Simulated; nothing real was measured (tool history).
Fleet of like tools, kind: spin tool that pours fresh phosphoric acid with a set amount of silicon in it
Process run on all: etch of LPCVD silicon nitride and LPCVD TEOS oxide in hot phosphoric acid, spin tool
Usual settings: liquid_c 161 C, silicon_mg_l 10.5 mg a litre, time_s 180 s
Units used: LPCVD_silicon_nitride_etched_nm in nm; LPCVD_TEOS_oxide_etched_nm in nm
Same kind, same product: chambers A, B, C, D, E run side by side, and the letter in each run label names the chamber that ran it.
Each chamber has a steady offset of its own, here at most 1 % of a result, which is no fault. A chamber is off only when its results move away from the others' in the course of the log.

run   hour  liquid_c  silicon_mg_l  time_s  hours since the thermometer was replaced  hours since the dissolved silicon flow meter was replaced  hours since the heated supply line was repaired  read-back film thickness of the LPCVD silicon nitride reference wafer, read on the same gauge (nm)  read-back film thickness of the LPCVD TEOS oxide reference wafer, read on the same gauge (nm)  LPCVD_silicon_nitride_etched_nm  LPCVD_TEOS_oxide_etched_nm
 1B    5.6       161          10.5     180                                     456.7                                                      821.1                                             88.3                                                                                              69.994                                                                                         50.007                           16.277                     0.53908
 2D   12.9       161          10.5     180                                     781.2                                                      659.5                                           1701.1                                                                                              70.024                                                                                         50.044                            16.13                     0.50994
 3A   23.2       161          10.5     180                                     446.3                                                      156.9                                            328.6                                                                                              69.989                                                                                         50.002                           16.071                     0.49491
 4E   29.7       161          10.5     180                                     184.5                                                      570.3                                            520.3                                                                                              69.988                                                                                         49.976                           16.166                     0.48833
 5C   39.9       161            15      95                                      64.8                                                      969.3                                            549.5                                                                                               70.02                                                                                         49.981                           8.4598                     0.26654
 6D     49       161            15      95                                     817.3                                                      695.6                                           1737.2                                                                                              70.024                                                                                         50.003                           8.3702                     0.23459
 7A   53.9       161            15      95                                       477                                                      187.6                                            359.3                                                                                              69.996                                                                                         49.976                           8.6034                     0.24992
      58.8  -- chamber D: dissolved silicon flow meter replaced
 8E   58.9       161            15      95                                     213.7                                                      599.5                                            549.5                                                                                              69.984                                                                                         49.996                           8.5374                     0.21462
 9C   69.2       161            15      95                                      94.1                                                      998.6                                            578.8                                                                                              69.993                                                                                         49.979                           8.4466                     0.23005
10B   76.9       161          10.5     180                                       528                                                      892.4                                            159.6                                                                                               69.99                                                                                          50.02                           16.131                     0.49373
11B   84.9       161          10.5     180                                       536                                                      900.4                                            167.6                                                                                              70.002                                                                                         49.962                           16.406                     0.57425
12A   92.3       161          10.5     180                                     515.4                                                        226                                            397.7                                                                                              69.984                                                                                         50.014                            16.33                     0.48416
      95.6  -- chamber B: dissolved silicon flow meter replaced
13C  102.4       161          10.5     180                                     127.3                                                     1031.8                                              612                                                                                              69.992                                                                                          50.02                           15.926                     0.54179
14E  111.6       161          10.5     180                                     266.4                                                      652.2                                            602.2                                                                                              70.015                                                                                         50.015                           16.022                     0.51846
15D  116.4       161          10.5     180                                     884.7                                                       57.6                                           1804.6                                                                                              70.003                                                                                         49.992                           16.112                     0.47015
16B  122.5       161          10.5      80                                     573.6                                                       26.9                                            205.2                                                                                              70.006                                                                                         50.006                            7.259                     0.23845
     128.5  -- chamber B: thermometer replaced
17D  132.4       161          10.5      80                                     900.7                                                       73.6                                           1820.6                                                                                              70.027                                                                                         49.971                           7.1006                     0.21359
18A  142.9       161          10.5      80                                       566                                                      276.6                                            448.3                                                                                               70.01                                                                                          49.98                           7.1992                     0.22524
19C  148.5       161          10.5      80                                     173.4                                                     1077.9                                            658.1                                                                                              69.998                                                                                         50.002                           7.0959                     0.21705
20E  156.6       161          10.5      80                                     311.4                                                      697.2                                            647.2                                                                                              69.996                                                                                         49.999                           7.1389                     0.23184
21C  164.7       161             6     180                                     189.6                                                     1094.1                                            674.3                                                                                               70.01                                                                                         49.997                           16.146                     0.55472
22D  173.4       161             6     180                                     941.7                                                      114.6                                           1861.6                                                                                              70.004                                                                                         49.976                            16.12                     0.62418
23E  180.6       161             6     180                                     335.4                                                      721.2                                            671.2                                                                                              69.995                                                                                         50.058                           15.975                     0.59251
24A  189.9       161             6     180                                       613                                                      323.6                                            495.3                                                                                              69.998                                                                                         50.012                           16.215                     0.50482
25B    198       161             6     180                                      69.6                                                      102.4                                            280.7                                                                                              70.007                                                                                         50.018                           16.012                     0.52045
26E  205.9       161           2.5     250                                     360.7                                                      746.5                                            696.5                                                                                              70.027                                                                                          49.99                           22.377                     0.82021
27A  210.5       161           2.5     250                                     633.6                                                      344.2                                            515.9                                                                                              70.015                                                                                         49.978                           22.499                     0.80088
28D  216.4       161           2.5     250                                     984.7                                                      157.6                                           1904.6                                                                                              70.014                                                                                         50.024                           22.541                     0.84604
29B  226.1       161           2.5     250                                      97.7                                                      130.5                                            308.8                                                                                              69.993                                                                                         50.014                           22.428                     0.82196
30C  235.3       161           2.5     250                                     260.2                                                     1164.7                                            744.9                                                                                              70.014                                                                                         49.946                           22.174                     0.78722
31A  242.1       161           5.5     180                                     665.2                                                      375.8                                            547.5                                                                                              69.989                                                                                         49.997                               16                     0.57479
32E  252.3       161           5.5     180                                     407.1                                                      792.9                                            742.9                                                                                              70.011                                                                                          49.99                           15.974                     0.57962
33D    259       161           5.5     180                                    1027.3                                                      200.2                                           1947.2                                                                                              70.001                                                                                         50.016                           16.225                     0.61764
34B  267.3       161           5.5     180                                     138.9                                                      171.7                                              350                                                                                              69.994                                                                                         49.972                           16.302                     0.62741
35C  271.8       161           5.5     180                                     296.7                                                     1201.2                                            781.4                                                                                              70.003                                                                                         50.024                           16.009                     0.57199
36A  276.5     163.5          10.5     260                                     699.6                                                      410.2                                            581.9                                                                                              69.993                                                                                          50.01                           25.577                     0.89146
37C  281.2     163.5          10.5     260                                     306.1                                                     1210.6                                            790.8                                                                                              69.974                                                                                         50.011                           25.154                     0.92364
38D  285.9     163.5          10.5     260                                    1054.2                                                      227.1                                           1974.1                                                                                              69.999                                                                                         50.014                           25.395                     0.87541
39E  293.5     163.5          10.5     260                                     448.3                                                      834.1                                            784.1                                                                                              70.005                                                                                         49.935                           25.211                       0.846
40B  301.1     163.5          10.5     260                                     172.7                                                      205.5                                            383.8                                                                                              70.014                                                                                         49.995                           25.577                     0.90022

Decide between three cases: one chamber stands off from its peers, the gauge reading all wafers drifts, or nothing is wrong past each chamber's small offset. Where a chamber is off, say which and what most likely put it there.

The fleet is healthy, with each chamber sitting at its usual small offset and no drift in the gauge.
